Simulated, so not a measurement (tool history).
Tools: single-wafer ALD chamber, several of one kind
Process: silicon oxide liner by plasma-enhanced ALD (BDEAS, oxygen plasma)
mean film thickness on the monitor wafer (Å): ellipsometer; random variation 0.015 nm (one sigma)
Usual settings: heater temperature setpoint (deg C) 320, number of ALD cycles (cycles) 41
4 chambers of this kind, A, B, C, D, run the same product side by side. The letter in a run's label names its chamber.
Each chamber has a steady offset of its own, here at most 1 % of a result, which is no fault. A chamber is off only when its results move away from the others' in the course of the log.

run,day,heater temperature setpoint (deg C),number of ALD cycles (cycles),hours since the last thermocouple change,"read-back reference wafer on the same gauge, thickness_nm",mean film thickness on the monitor wafer (Å)
1A,0.279,320,41,132.3,3.5376,36.487
2C,0.571,320,41,329.9,3.5347,37.531
3D,0.979,320,41,311.9,3.5409,37.130
# day 1.312: chamber B: thermocouple changed; heater temperature recalibrated
4B,1.338,320,41,0.7,3.5416,37.070
5C,1.758,320,41,358.4,3.5420,37.297
6A,2.038,320,41,174.5,3.5450,36.833
7D,2.479,320,41,347.9,3.5397,36.816
8B,2.896,320,41,38.1,3.5437,37.164
9A,3.117,311,41,200.4,3.5429,37.354
10C,3.383,311,41,397.4,3.5420,37.706
11B,3.817,311,41,60.2,3.5395,37.403
12D,4.246,311,41,390.3,3.5395,37.617
13D,4.662,334,41,400.3,3.5391,36.159
14B,5.012,334,41,88.9,3.5397,36.458
15C,5.442,334,41,446.8,3.5375,36.571
16A,5.892,334,41,267.0,3.5374,36.131
17B,6.288,320,41,119.5,3.5403,37.198
18C,6.617,320,41,475.0,3.5370,37.462
19D,6.900,320,41,454.0,3.5451,36.945
20A,7.217,320,41,298.8,3.5446,36.619
21C,7.467,325,41,495.4,3.5397,37.277
22A,7.817,325,41,313.2,3.5410,36.586
23B,8.217,325,41,165.8,3.5378,36.849
24D,8.546,325,41,493.5,3.5399,36.549
25B,8.875,320,41,181.6,3.5419,37.293
26D,9.079,320,41,506.3,3.5368,36.959
27C,9.362,320,41,540.9,3.5423,37.289
28A,9.633,320,41,356.8,3.5400,37.116
29B,10.021,320,41,209.1,3.5406,37.177
30C,10.442,320,41,566.8,3.5450,37.487
31A,10.746,320,41,383.5,3.5423,36.862
32D,10.967,320,41,551.6,3.5379,36.927
33B,11.383,320,41,241.8,3.5422,37.165
34A,11.812,320,41,409.1,3.5382,36.752
35C,12.096,320,41,606.5,3.5402,37.593
36D,12.354,320,41,584.9,3.5387,37.005
37D,12.579,320,41,590.3,3.5411,36.902
38C,12.992,320,41,628.0,3.5408,37.250
39A,13.429,320,41,447.9,3.5434,36.658
40B,13.867,329,36,301.4,3.5364,32.054
41A,14.312,329,36,469.1,3.5414,31.795

All 4 chambers run these settings next. Forecast each chamber's results:
42A,14.638,333,41,,,?
42B,14.638,333,41,,,?
42C,14.638,333,41,,,?
42D,14.638,333,41,,,?

run,mean film thickness on the monitor wafer (Å)
42A,36.092
42B,36.384
42C,36.481
42D,35.865
